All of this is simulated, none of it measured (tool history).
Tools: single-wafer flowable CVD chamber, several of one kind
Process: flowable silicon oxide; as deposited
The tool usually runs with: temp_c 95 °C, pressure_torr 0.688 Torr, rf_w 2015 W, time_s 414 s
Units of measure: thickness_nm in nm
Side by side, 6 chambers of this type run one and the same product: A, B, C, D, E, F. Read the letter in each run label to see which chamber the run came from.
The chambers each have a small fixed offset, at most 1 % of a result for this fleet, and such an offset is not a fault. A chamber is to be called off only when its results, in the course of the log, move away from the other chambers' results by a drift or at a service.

| run | day | temp_c | pressure_torr | rf_w | time_s | read-back reference wafer on the same gauge, thickness_nm | thickness_nm |
|---|---|---|---|---|---|---|---|
| 1C | 0.325 | 95 | 0.688 | 2015 | 414 | 223.97 | 245.49 |
| 2D | 0.696 | 95 | 0.688 | 2015 | 414 | 224.00 | 243.35 |
| 3F | 1.129 | 95 | 0.688 | 2015 | 414 | 223.97 | 241.64 |
| 4E | 1.592 | 95 | 0.688 | 2015 | 414 | 223.97 | 241.79 |
| 5B | 2.067 | 95 | 0.688 | 2015 | 414 | 223.93 | 241.10 |
| 6A | 2.646 | 95 | 0.688 | 2015 | 414 | 223.92 | 243.84 |
| 7A | 3.250 | 95 | 0.688 | 2015 | 414 | 223.80 | 242.88 |
| 8E | 3.842 | 95 | 0.688 | 1625 | 476 | 223.81 | 263.28 |
|  | 4.025 | chamber C: RF generator calibrated |
| 9D | 4.408 | 95 | 0.688 | 1625 | 476 | 223.81 | 265.07 |
| 10C | 4.996 | 95 | 0.688 | 1625 | 476 | 223.68 | 267.12 |
| 11B | 5.358 | 95 | 0.688 | 1625 | 476 | 223.74 | 262.66 |
| 12F | 5.896 | 95 | 0.688 | 1625 | 476 | 223.64 | 262.49 |
| 13F | 6.212 | 95 | 0.688 | 1625 | 476 | 223.64 | 262.49 |
| 14C | 6.504 | 95 | 0.688 | 2015 | 414 | 223.68 | 244.75 |
| 15E | 6.842 | 106 | 0.774 | 2015 | 414 | 223.69 | 195.97 |
| 16D | 7.258 | 106 | 0.774 | 2015 | 414 | 223.54 | 199.32 |
| 17A | 7.892 | 106 | 0.774 | 2015 | 414 | 223.62 | 197.07 |
| 18B | 8.354 | 106 | 0.774 | 2015 | 414 | 223.60 | 196.93 |
| 19B | 8.979 | 106 | 0.774 | 2015 | 414 | 223.52 | 197.38 |
| 20E | 9.300 | 106 | 0.774 | 2015 | 414 | 223.51 | 195.78 |
| 21D | 9.825 | 95 | 0.688 | 2015 | 414 | 223.49 | 242.39 |
| 22A | 10.325 | 95 | 0.688 | 2015 | 414 | 223.46 | 242.91 |
| 23C | 10.812 | 95 | 0.688 | 2015 | 414 | 223.33 | 244.21 |
| 24F | 11.096 | 95 | 0.688 | 2015 | 414 | 223.44 | 241.38 |
| 25F | 11.471 | 95 | 0.688 | 2015 | 414 | 223.39 | 241.19 |
| 26A | 11.912 | 105 | 0.688 | 2015 | 441 | 223.42 | 185.20 |
|  | 12.479 | chamber F: RF generator calibrated |
| 27B | 12.496 | 105 | 0.688 | 2015 | 441 | 223.31 | 184.96 |
| 28E | 13.142 | 105 | 0.688 | 2015 | 441 | 223.29 | 183.95 |
| 29C | 13.638 | 105 | 0.688 | 2015 | 441 | 223.32 | 186.86 |
| 30D | 14.092 | 105 | 0.688 | 2015 | 441 | 223.26 | 185.86 |
| 31D | 14.721 | 105 | 0.688 | 2015 | 441 | 223.20 | 185.88 |
| 32F | 15.154 | 95 | 0.688 | 2015 | 414 | 223.18 | 240.74 |
| 33A | 15.704 | 95 | 0.688 | 2015 | 414 | 223.11 | 242.85 |
| 34E | 16.275 | 95 | 0.688 | 2015 | 414 | 223.13 | 241.34 |
| 35C | 16.912 | 95 | 0.688 | 2015 | 414 | 223.09 | 243.49 |
| 36B | 17.500 | 95 | 0.688 | 2015 | 414 | 223.05 | 240.59 |
| 37D | 17.983 | 95 | 0.688 | 2015 | 414 | 223.00 | 241.96 |
| 38F | 18.342 | 95 | 0.688 | 2015 | 414 | 223.05 | 241.08 |
| 39C | 18.775 | 95 | 0.688 | 2015 | 414 | 223.01 | 244.24 |
| 40A | 19.342 | 95 | 0.688 | 2015 | 414 | 222.93 | 242.77 |

Is one chamber off against the others, does the gauge drift, or is nothing wrong? If a chamber is off, say which, and what the likeliest cause is.

No chamber is off; the gauge reading every chamber's wafers drifts, which makes the whole fleet appear to move together.
What lies behind it: gauge reads low (%) = 0.474.
